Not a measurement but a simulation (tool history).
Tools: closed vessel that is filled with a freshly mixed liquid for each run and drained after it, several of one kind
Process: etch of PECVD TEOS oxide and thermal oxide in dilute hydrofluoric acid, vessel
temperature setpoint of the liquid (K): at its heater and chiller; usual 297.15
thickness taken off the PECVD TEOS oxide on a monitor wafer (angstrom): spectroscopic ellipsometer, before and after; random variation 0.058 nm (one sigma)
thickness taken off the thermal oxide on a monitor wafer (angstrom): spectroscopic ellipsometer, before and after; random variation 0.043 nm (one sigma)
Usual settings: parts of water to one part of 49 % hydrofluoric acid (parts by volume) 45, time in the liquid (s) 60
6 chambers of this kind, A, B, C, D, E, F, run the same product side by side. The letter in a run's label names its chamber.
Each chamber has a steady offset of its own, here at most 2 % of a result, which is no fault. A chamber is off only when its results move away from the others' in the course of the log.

run   hour  temperature setpoint of the liquid (K)  parts of water to one part of 49 % hydrofluoric acid (parts by volume)  time in the liquid (s)  hours since the thermometer was replaced  hours since the hydrofluoric acid flow meter was replaced  read-back film thickness of the PECVD TEOS oxide reference wafer, read on the same gauge (nm)  read-back film thickness of the thermal oxide reference wafer, read on the same gauge (nm)  thickness taken off the PECVD TEOS oxide on a monitor wafer (angstrom)  thickness taken off the thermal oxide on a monitor wafer (angstrom)
 1D    9.4                                  297.15                                                                      45                      60                                        30                                                      643.8                                                                                         69.996                                                                                      149.97                                                                  122.58                                                               67.787
 2B   14.8                                  297.15                                                                      45                      60                                      55.3                                                      628.2                                                                                         69.996                                                                                         150                                                                  121.44                                                                68.22
 3F   22.6                                  297.15                                                                      45                      60                                     869.1                                                      605.4                                                                                         70.014                                                                                         150                                                                  122.64                                                               67.409
 4E   28.8                                  297.15                                                                      45                      60                                     433.8                                                        278                                                                                         70.005                                                                                      149.99                                                                  121.98                                                               69.839
 5C   35.4                                  297.15                                                                      45                      60                                    1101.3                                                      171.7                                                                                         70.032                                                                                      150.05                                                                  121.98                                                               68.216
 6A   40.4                                  297.15                                                                      45                      60                                     166.3                                                        198                                                                                         69.934                                                                                      150.03                                                                  122.06                                                               68.168
 7C   47.7                                  300.65                                                                      50                      60                                    1113.6                                                        184                                                                                         69.979                                                                                         150                                                                  125.48                                                               69.972
 8F   53.1                                  300.65                                                                      50                      60                                     899.6                                                      635.9                                                                                         70.048                                                                                      149.96                                                                  125.72                                                               69.304
 9E   60.5                                  300.65                                                                      50                      60                                     465.5                                                      309.7                                                                                         69.961                                                                                      150.02                                                                  125.53                                                               72.477
10B   70.1                                  300.65                                                                      50                      60                                     110.6                                                      683.5                                                                                         70.002                                                                                      150.02                                                                  124.89                                                               69.213
11A   78.8                                  300.65                                                                      50                      60                                     204.7                                                      236.4                                                                                         70.008                                                                                      149.95                                                                  126.02                                                               71.185
12D   87.5                                  300.65                                                                      50                      60                                     108.1                                                      721.9                                                                                         70.003                                                                                      150.01                                                                  127.11                                                               69.514
      88.5  -- chamber F: thermometer replaced
13B     97                                  297.15                                                                      40                      45                                     137.5                                                      710.4                                                                                         69.998                                                                                      149.98                                                                  102.56                                                                57.96
14C  106.4                                  297.15                                                                      40                      45                                    1172.3                                                      242.7                                                                                         69.997                                                                                      150.02                                                                  103.71                                                               57.402
15F  113.9                                  297.15                                                                      40                      45                                      25.4                                                      696.7                                                                                         69.987                                                                                      149.99                                                                  103.81                                                               57.621
16A  121.1                                  297.15                                                                      40                      45                                       247                                                      278.7                                                                                         69.999                                                                                      150.04                                                                  104.69                                                               58.082
17E  128.6                                  297.15                                                                      40                      45                                     533.6                                                      377.8                                                                                         70.029                                                                                      150.01                                                                  103.98                                                                58.97
18D  138.1                                  297.15                                                                      40                      45                                     158.7                                                      772.5                                                                                         69.972                                                                                      150.04                                                                  104.17                                                                57.22
19D  144.8                                  297.15                                                                      65                      60                                     165.4                                                      779.2                                                                                         70.022                                                                                      149.98                                                                  83.528                                                               45.717
20B  154.3                                  297.15                                                                      65                      60                                     194.8                                                      767.7                                                                                         70.001                                                                                         150                                                                  82.048                                                               45.444
21E  161.2                                  297.15                                                                      65                      60                                     566.2                                                      410.4                                                                                             70                                                                                      150.03                                                                  82.163                                                               46.937
22A  168.6                                  297.15                                                                      65                      60                                     294.5                                                      326.2                                                                                         70.052                                                                                      149.97                                                                  82.338                                                               45.853
23F  174.1                                  297.15                                                                      65                      60                                      85.6                                                      756.9                                                                                          70.05                                                                                      150.01                                                                  82.336                                                               45.443
24C  178.5                                  297.15                                                                      65                      60                                    1244.4                                                      314.8                                                                                         70.002                                                                                      149.98                                                                  81.595                                                               45.985
25D  182.8                                  299.15                                                                      30                      60                                     203.4                                                      817.2                                                                                         70.016                                                                                      150.02                                                                  201.69                                                               112.13
26A  187.1                                  299.15                                                                      30                      60                                       313                                                      344.7                                                                                         69.979                                                                                      149.99                                                                  203.38                                                               113.44
27E  193.9                                  299.15                                                                      30                      60                                     598.9                                                      443.1                                                                                         69.989                                                                                      150.01                                                                  201.38                                                               116.34
28F  203.2                                  299.15                                                                      30                      60                                     114.7                                                        786                                                                                         70.022                                                                                      150.01                                                                   204.1                                                               113.37
29C  207.4                                  299.15                                                                      30                      60                                    1273.3                                                      343.7                                                                                         69.996                                                                                      149.98                                                                  203.79                                                               112.72
30B  213.7                                  299.15                                                                      30                      60                                     254.2                                                      827.1                                                                                         70.021                                                                                      149.99                                                                  203.24                                                               112.72
31F  223.1                                  297.15                                                                      45                      60                                     134.6                                                      805.9                                                                                          70.02                                                                                      150.01                                                                  120.71                                                                68.04
     223.6  -- chamber C: thermometer replaced
32E  230.8                                  297.15                                                                      30                      75                                     635.8                                                        480                                                                                         69.957                                                                                      150.01                                                                  233.18                                                               132.21
33C  239.1                                  297.15                                                                      30                      75                                      15.6                                                      375.4                                                                                         69.966                                                                                      150.02                                                                  237.91                                                               131.11
34D  246.1                                  297.15                                                                      30                      75                                     266.7                                                      880.5                                                                                         70.025                                                                                      149.97                                                                  233.53                                                               128.28
35B    255                                  297.15                                                                      30                      75                                     295.5                                                      868.4                                                                                         70.014                                                                                      149.99                                                                  232.69                                                               131.34
36A  259.9                                  297.15                                                                      30                      75                                     385.8                                                      417.5                                                                                         70.018                                                                                      149.95                                                                  235.69                                                               129.98
37E  265.6                                  297.15                                                                      30                      75                                     670.6                                                      514.8                                                                                         70.004                                                                                      149.97                                                                  231.15                                                               133.56
38B  271.6                                  297.15                                                                      45                      60                                     312.1                                                        885                                                                                         70.005                                                                                      150.04                                                                  121.79                                                               67.814
39C  277.5                                  297.15                                                                      45                      60                                        54                                                      413.8                                                                                          69.97                                                                                         150                                                                  122.53                                                               67.818
40D    284                                  297.15                                                                      45                      60                                     304.6                                                      918.4                                                                                          69.99                                                                                      149.96                                                                  123.32                                                               66.929
41F    289                                  297.15                                                                      45                      60                                     200.5                                                      871.8                                                                                         70.018                                                                                      149.99                                                                  123.11                                                               67.683

What goes on in this fleet: one chamber off, a drifting gauge, or nothing beyond the chambers' own small offsets? Name the chamber and the cause, if any.

No chamber stands off beyond its own small offset, and the gauge holds steady.
